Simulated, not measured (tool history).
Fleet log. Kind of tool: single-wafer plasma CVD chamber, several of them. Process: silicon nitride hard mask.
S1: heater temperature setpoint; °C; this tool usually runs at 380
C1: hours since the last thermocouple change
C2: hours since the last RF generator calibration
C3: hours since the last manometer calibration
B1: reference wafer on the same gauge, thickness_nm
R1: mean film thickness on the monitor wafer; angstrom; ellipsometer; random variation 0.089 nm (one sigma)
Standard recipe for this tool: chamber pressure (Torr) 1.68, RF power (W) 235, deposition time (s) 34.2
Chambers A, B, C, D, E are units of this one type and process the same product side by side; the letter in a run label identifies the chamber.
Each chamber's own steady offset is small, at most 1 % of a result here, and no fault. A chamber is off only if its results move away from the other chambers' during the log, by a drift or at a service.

Run 1A, day 0.154: usual settings; C1 2267.1; C2 1131.4; C3 1221.5; B1 35.605. Result: R1 339.93 angstrom.
Run 2E, day 0.283: usual settings; C1 1067.1; C2 1271.3; C3 165.9; B1 35.606. Result: R1 341.97 angstrom.
Run 3C, day 0.425: usual settings; C1 1490.0; C2 504.3; C3 1416.6; B1 35.591. Result: R1 343.34 angstrom.
Run 4B, day 0.508: usual settings; C1 840.0; C2 1583.6; C3 15.0; B1 35.587. Result: R1 339.21 angstrom.
Run 5D, day 0.679: usual settings; C1 19.4; C2 1131.8; C3 644.4; B1 35.596. Result: R1 341.50 angstrom.
At day 0.704: chamber A: thermocouple changed; heater temperature recalibrated.
Run 6D, day 0.792: usual settings; C1 22.1; C2 1134.5; C3 647.1; B1 35.605. Result: R1 339.19 angstrom.
Run 7A, day 0.929: usual settings; C1 5.4; C2 1150.0; C3 1240.1; B1 35.576. Result: R1 338.51 angstrom.
Run 8B, day 1.017: usual settings; C1 852.2; C2 1595.8; C3 27.2; B1 35.604. Result: R1 338.66 angstrom.
Run 9C, day 1.154: usual settings; C1 1507.5; C2 521.8; C3 1434.1; B1 35.592. Result: R1 342.57 angstrom.
Run 10E, day 1.329: usual settings; C1 1092.2; C2 1296.4; C3 191.0; B1 35.605. Result: R1 344.01 angstrom.
Run 11C, day 1.454: usual settings; C1 1514.7; C2 529.0; C3 1441.3; B1 35.594. Result: R1 344.48 angstrom.
Run 12B, day 1.604: usual settings; C1 866.3; C2 1609.9; C3 41.3; B1 35.597. Result: R1 338.07 angstrom.
Run 13E, day 1.754: usual settings; C1 1102.4; C2 1306.6; C3 201.2; B1 35.640. Result: R1 342.33 angstrom.
Run 14A, day 1.888: usual settings; C1 28.4; C2 1173.0; C3 1263.1; B1 35.585. Result: R1 340.47 angstrom.
Run 15D, day 2.021: usual settings; C1 51.6; C2 1164.0; C3 676.6; B1 35.609. Result: R1 339.70 angstrom.
Run 16C, day 2.171: usual settings but S1 374 °C; C1 1531.9; C2 546.2; C3 1458.5; B1 35.602. Result: R1 344.31 angstrom.
Run 17A, day 2.325: usual settings but S1 374 °C; C1 38.9; C2 1183.5; C3 1273.6; B1 35.579. Result: R1 339.92 angstrom.
At day 2.379: chamber E: RF generator calibrated.
Run 18D, day 2.454: usual settings but S1 374 °C; C1 62.0; C2 1174.4; C3 687.0; B1 35.606. Result: R1 339.95 angstrom.
Run 19E, day 2.621: usual settings but S1 374 °C; C1 1123.2; C2 5.9; C3 222.0; B1 35.610. Result: R1 342.71 angstrom.
Run 20B, day 2.708: usual settings but S1 374 °C; C1 892.8; C2 1636.4; C3 67.8; B1 35.611. Result: R1 338.47 angstrom.
Run 21B, day 2.867: usual settings; C1 896.6; C2 1640.2; C3 71.6; B1 35.601. Result: R1 338.63 angstrom.
Run 22D, day 3.038: usual settings; C1 76.0; C2 1188.4; C3 701.0; B1 35.623. Result: R1 340.62 angstrom.
Run 23E, day 3.183: usual settings; C1 1136.7; C2 19.4; C3 235.5; B1 35.608. Result: R1 342.73 angstrom.
Run 24A, day 3.304: usual settings; C1 62.4; C2 1207.0; C3 1297.1; B1 35.594. Result: R1 339.39 angstrom.
Run 25C, day 3.429: usual settings; C1 1562.1; C2 576.4; C3 1488.7; B1 35.596. Result: R1 342.71 angstrom.
Run 26E, day 3.588: usual settings; C1 1146.4; C2 29.1; C3 245.2; B1 35.586. Result: R1 341.91 angstrom.
Run 27B, day 3.696: usual settings; C1 916.5; C2 1660.1; C3 91.5; B1 35.620. Result: R1 339.12 angstrom.
Run 28C, day 3.808: usual settings; C1 1571.2; C2 585.5; C3 1497.8; B1 35.624. Result: R1 344.09 angstrom.
Run 29A, day 3.950: usual settings; C1 77.9; C2 1222.5; C3 1312.6; B1 35.606. Result: R1 339.59 angstrom.
Run 30D, day 4.067: usual settings; C1 100.7; C2 1213.1; C3 725.7; B1 35.611. Result: R1 341.03 angstrom.
Run 31C, day 4.175: usual settings; C1 1580.0; C2 594.3; C3 1506.6; B1 35.613. Result: R1 343.29 angstrom.
Run 32B, day 4.321: usual settings; C1 931.5; C2 1675.1; C3 106.5; B1 35.605. Result: R1 338.87 angstrom.
At day 4.346: chamber D: RF generator calibrated.
Run 33E, day 4.454: usual settings; C1 1167.2; C2 49.9; C3 266.0; B1 35.602. Result: R1 341.76 angstrom.
Run 34D, day 4.604: usual settings; C1 113.6; C2 6.2; C3 738.6; B1 35.608. Result: R1 339.25 angstrom.
Run 35A, day 4.729: usual settings; C1 96.6; C2 1241.2; C3 1331.3; B1 35.596. Result: R1 339.35 angstrom.
Run 36A, day 4.862: usual settings; C1 99.8; C2 1244.4; C3 1334.5; B1 35.619. Result: R1 338.12 angstrom.
Run 37E, day 5.008: usual settings but chamber pressure (Torr) 1.88; C1 1180.5; C2 63.2; C3 279.3; B1 35.574. Result: R1 353.33 angstrom.
Run 38B, day 5.125: usual settings but chamber pressure (Torr) 1.88; C1 950.8; C2 1694.4; C3 125.8; B1 35.584. Result: R1 347.85 angstrom.
Run 39C, day 5.258: usual settings but chamber pressure (Torr) 1.88; C1 1606.0; C2 620.3; C3 1532.6; B1 35.612. Result: R1 355.22 angstrom.
Run 40D, day 5.379: usual settings but chamber pressure (Torr) 1.88; C1 132.2; C2 24.8; C3 757.2; B1 35.581. Result: R1 349.92 angstrom.
Run 41C, day 5.467: usual settings but chamber pressure (Torr) 1.88; C1 1611.0; C2 625.3; C3 1537.6; B1 35.608. Result: R1 353.46 angstrom.

Which is it: a chamber that has drifted or been left off by a service, a gauge drift common to all chambers, or only each chamber's usual small offset? If a chamber is off, name it and its likeliest cause.

All chambers stay in line apart from their small fixed offsets, and the gauge does not drift.

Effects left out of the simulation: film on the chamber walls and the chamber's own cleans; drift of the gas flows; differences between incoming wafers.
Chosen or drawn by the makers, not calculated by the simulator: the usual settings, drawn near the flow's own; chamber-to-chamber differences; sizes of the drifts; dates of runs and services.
